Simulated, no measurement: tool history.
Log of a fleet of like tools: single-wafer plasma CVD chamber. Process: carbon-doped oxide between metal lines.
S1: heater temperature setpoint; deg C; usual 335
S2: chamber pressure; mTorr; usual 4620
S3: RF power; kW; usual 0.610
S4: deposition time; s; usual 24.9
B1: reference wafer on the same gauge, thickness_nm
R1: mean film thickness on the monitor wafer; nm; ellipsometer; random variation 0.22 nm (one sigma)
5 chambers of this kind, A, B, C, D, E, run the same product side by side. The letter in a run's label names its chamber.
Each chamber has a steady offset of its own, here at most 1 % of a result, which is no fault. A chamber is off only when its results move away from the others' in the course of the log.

| run | hour | S1 | S2 | S3 | S4 | B1 | R1 |
|---|---|---|---|---|---|---|---|
| 1D | 13.8 | 335 | 4620 | 0.610 | 24.9 | 144.91 | 149.84 |
| 2C | 22.8 | 335 | 4620 | 0.610 | 24.9 | 144.98 | 150.48 |
| 3E | 30.9 | 335 | 4620 | 0.610 | 24.9 | 144.94 | 150.71 |
| 4A | 41.6 | 335 | 4620 | 0.610 | 24.9 | 144.91 | 149.76 |
| 5B | 48.5 | 335 | 5280 | 0.650 | 24.9 | 144.87 | 158.53 |
| 6E | 56.6 | 335 | 5280 | 0.650 | 24.9 | 144.86 | 159.60 |
| 7D | 64.0 | 335 | 5280 | 0.650 | 24.9 | 144.83 | 158.61 |
| 8A | 72.6 | 335 | 5280 | 0.650 | 24.9 | 144.79 | 158.35 |
|  | 75.6 | chamber A: thermocouple changed; heater temperature recalibrated |
| 9C | 84.8 | 335 | 5280 | 0.650 | 24.9 | 144.77 | 159.59 |
| 10B | 93.1 | 335 | 4620 | 0.610 | 24.9 | 144.75 | 148.65 |
| 11A | 102.2 | 335 | 4620 | 0.610 | 24.9 | 144.75 | 149.77 |
| 12D | 111.3 | 335 | 4620 | 0.610 | 24.9 | 144.74 | 149.55 |
| 13B | 118.4 | 335 | 4620 | 0.610 | 24.9 | 144.65 | 149.07 |
| 14C | 130.5 | 335 | 4620 | 0.610 | 24.9 | 144.73 | 150.43 |
| 15E | 137.8 | 335 | 4620 | 0.610 | 24.9 | 144.62 | 150.48 |
| 16B | 146.6 | 335 | 4620 | 0.610 | 24.9 | 144.61 | 148.73 |
| 17E | 158.2 | 335 | 4620 | 0.610 | 24.9 | 144.57 | 150.18 |
|  | 168.3 | chamber C: RF generator calibrated |
| 18C | 171.0 | 335 | 4620 | 0.610 | 24.9 | 144.57 | 150.57 |
| 19D | 183.2 | 335 | 4620 | 0.610 | 24.9 | 144.53 | 149.67 |
| 20A | 189.8 | 335 | 4620 | 0.610 | 24.9 | 144.53 | 149.11 |
| 21D | 201.8 | 335 | 4620 | 0.610 | 24.9 | 144.49 | 149.55 |
| 22C | 214.8 | 335 | 4620 | 0.610 | 24.9 | 144.48 | 150.53 |
| 23B | 228.6 | 335 | 4620 | 0.610 | 24.9 | 144.40 | 148.71 |
|  | 228.7 | chamber A: RF generator calibrated |
| 24A | 235.2 | 349 | 4620 | 0.610 | 28.8 | 144.37 | 164.92 |
| 25E | 248.9 | 349 | 4620 | 0.610 | 28.8 | 144.38 | 165.98 |
|  | 250.7 | chamber B: capacitance manometer re-zeroed and calibrated |
| 26A | 260.7 | 349 | 4620 | 0.610 | 28.8 | 144.35 | 165.05 |
| 27D | 268.5 | 349 | 4620 | 0.610 | 28.8 | 144.34 | 165.02 |
| 28E | 277.9 | 349 | 4620 | 0.610 | 28.8 | 144.34 | 165.44 |
| 29C | 285.1 | 335 | 4620 | 0.610 | 24.9 | 144.29 | 150.34 |
| 30B | 297.8 | 335 | 4620 | 0.610 | 24.9 | 144.22 | 148.64 |
| 31B | 304.5 | 335 | 4620 | 0.610 | 29.1 | 144.28 | 173.21 |
| 32A | 317.7 | 335 | 4620 | 0.610 | 29.1 | 144.22 | 174.21 |
|  | 320.3 | chamber D: RF generator calibrated |
| 33E | 325.3 | 335 | 4620 | 0.610 | 29.1 | 144.24 | 174.80 |
| 34D | 339.2 | 335 | 4620 | 0.610 | 29.1 | 144.14 | 173.89 |

All 5 chambers run these settings next. Forecast each chamber's results:
| 35A | 349.2 | 335 | 4620 | 0.610 | 24.9 |  | ? |
| 35B | 349.2 | 335 | 4620 | 0.610 | 24.9 |  | ? |
| 35C | 349.2 | 335 | 4620 | 0.610 | 24.9 |  | ? |
| 35D | 349.2 | 335 | 4620 | 0.610 | 24.9 |  | ? |
| 35E | 349.2 | 335 | 4620 | 0.610 | 24.9 |  | ? |

| run | R1 |
|---|---|
| 35A | 149.01 |
| 35B | 148.61 |
| 35C | 149.94 |
| 35D | 148.97 |
| 35E | 149.64 |
